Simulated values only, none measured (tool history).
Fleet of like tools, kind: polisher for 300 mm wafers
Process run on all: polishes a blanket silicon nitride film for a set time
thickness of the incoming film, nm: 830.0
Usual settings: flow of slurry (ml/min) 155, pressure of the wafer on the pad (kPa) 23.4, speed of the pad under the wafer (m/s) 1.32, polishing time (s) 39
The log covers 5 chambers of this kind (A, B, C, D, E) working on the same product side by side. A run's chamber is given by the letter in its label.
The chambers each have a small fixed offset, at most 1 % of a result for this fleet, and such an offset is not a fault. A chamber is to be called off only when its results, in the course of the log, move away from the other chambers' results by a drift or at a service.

run   hour  flow of slurry (ml/min)  pressure of the wafer on the pad (kPa)  speed of the pad under the wafer (m/s)  polishing time (s)  wafers polished on this pad  hours since the slurry nozzle was cleaned  hours since the head pressure was calibrated  film removed (angstrom)
       6.1  -- chamber C: worn pad replaced by a new one
 1E   11.5                      155                                    23.4                                    1.32                  39                          314                                      304.7                                        1199.4                   762.12
      19.2  -- chamber D: worn pad replaced by a new one
 2C   20.3                      155                                    23.4                                    1.32                  39                          214                                      408.3                                         307.9                   781.26
      27.4  -- chamber A: slurry nozzle cleaned
      28.9  -- chamber A: worn pad replaced by a new one
 3A   29.9                      155                                    23.4                                    1.32                  39                           15                                        2.6                                         408.0                   771.95
 4D   35.8                      155                                    23.4                                    1.32                  39                          248                                      122.6                                         295.0                   777.79
 5B   43.4                      155                                    23.4                                    1.32                  39                         1067                                      573.6                                         260.3                   744.14
      44.5  -- chamber B: worn pad replaced by a new one
 6E   53.8                      155                                    23.4                                    1.32                  39                          949                                      347.0                                        1241.7                   769.24
 7D   60.6                      155                                    23.4                                    1.32                  39                          620                                      147.4                                         319.8                   773.50
 8A   71.1                      155                                    23.4                                    1.32                  39                          633                                       43.8                                         449.2                   783.58
      72.2  -- chamber C: worn pad replaced by a new one
 9B   77.3                      155                                    23.4                                    1.16                  46                          492                                      607.5                                         294.2                   815.17
      79.5  -- chamber E: worn pad replaced by a new one
10C   86.1                      155                                    23.4                                    1.16                  46                          209                                      474.1                                         373.7                   824.71
      96.3  -- chamber A: worn pad replaced by a new one
11E   96.3                      155                                    23.4                                    1.16                  46                          252                                      389.5                                        1284.2                   819.88
      97.6  -- chamber D: worn pad replaced by a new one
12B  103.9                      155                                    23.4                                    1.16                  46                          891                                      634.1                                         320.8                   813.36
13D  113.1                      155                                    23.4                                    1.16                  46                          233                                      199.9                                         372.3                   833.73
     113.6  -- chamber B: worn pad replaced by a new one
14C  125.4                      155                                    23.4                                    1.32                  39                          798                                      513.4                                         413.0                   774.88
15A  137.3                      155                                    23.4                                    1.32                  39                          615                                      110.0                                         515.4                   774.68
     140.3  -- chamber C: worn pad replaced by a new one
     146.4  -- chamber E: slurry nozzle cleaned
16E  147.0                      155                                    23.4                                    1.32                  47                         1012                                        0.6                                        1334.9                   905.79
17C  154.7                      155                                    23.4                                    1.32                  47                          216                                      542.7                                         442.3                   915.48
     156.3  -- chamber D: slurry nozzle cleaned
18B  162.1                      155                                    23.4                                    1.32                  47                          727                                      692.3                                         379.0                   917.27
     163.0  -- chamber A: worn pad replaced by a new one
19A  172.7                      155                                    23.4                                    1.32                  47                          145                                      145.4                                         550.8                   952.38
     173.3  -- chamber D: worn pad replaced by a new one
20D  180.8                      155                                    23.4                                    1.32                  47                          112                                       24.5                                         440.0                   926.20
21D  187.9                      155                                    23.4                                    1.32                  39                          218                                       31.6                                         447.1                   781.64
     193.3  -- chamber E: worn pad replaced by a new one
     193.8  -- chamber B: slurry nozzle cleaned
22A  195.5                      205                                    23.4                                    1.32                  39                          487                                      168.2                                         573.6                   812.64
     197.2  -- chamber B: worn pad replaced by a new one
     201.2  -- chamber E: head pressure recalibrated
23E  201.5                      205                                    23.4                                    1.32                  39                          123                                       55.1                                           0.4                   735.57
24C  213.5                      205                                    23.4                                    1.32                  39                         1097                                      601.5                                         501.1                   799.30
     216.5  -- chamber C: worn pad replaced by a new one
25B  223.1                      205                                    23.4                                    1.32                  39                          388                                       29.3                                         440.0                   789.35
     224.5  -- chamber A: worn pad replaced by a new one
26C  235.5                      205                                    23.4                                    1.32                  39                          284                                      623.5                                         523.1                   795.68
     235.9  -- chamber D: worn pad replaced by a new one
27A  245.4                      155                                    23.4                                    1.32                  39                          314                                      218.1                                         623.5                   772.92
28B  256.1                      155                                    23.4                                    1.32                  39                          883                                       62.3                                         473.0                   771.26
29D  267.2                      155                                    20.0                                    1.32                  39                          470                                      110.9                                         526.4                   659.41
     269.5  -- chamber B: worn pad replaced by a new one
30E  278.3                      155                                    20.0                                    1.32                  39                         1274                                      131.9                                          77.2                   618.57
     285.3  -- chamber A: worn pad replaced by a new one
31C  288.2                      155                                    20.0                                    1.32                  39                         1074                                      676.2                                         575.8                   640.31
     289.2  -- chamber E: worn pad replaced by a new one
32A  298.9                      155                                    20.0                                    1.32                  39                          204                                      271.6                                         677.0                   665.88
     309.2  -- chamber D: worn pad replaced by a new one
33D  311.2                      155                                    20.0                                    1.32                  39                           30                                      154.9                                         570.4                   662.01
34B  323.7                      155                                    26.2                                    1.32                  39                          812                                      129.9                                         540.6                   870.55
35E  330.2                      155                                    26.2                                    1.32                  39                          615                                      183.8                                         129.1                   789.10
36A  341.6                      155                                    26.2                                    1.32                  39                          844                                      314.3                                         719.7                   861.90

All 5 chambers run these settings next. Forecast each chamber's results:
37A  350.7                      155                                    20.7                                    1.32                  39                                                                                                                                              ?
37B  350.7                      155                                    20.7                                    1.32                  39                                                                                                                                              ?
37C  350.7                      155                                    20.7                                    1.32                  39                                                                                                                                              ?
37D  350.7                      155                                    20.7                                    1.32                  39                                                                                                                                              ?
37E  350.7                      155                                    20.7                                    1.32                  39                                                                                                                                              ?

run  film removed (angstrom)
37A                   678.90
37B                   684.12
37C                   674.18
37D                   695.58
37E                   619.91
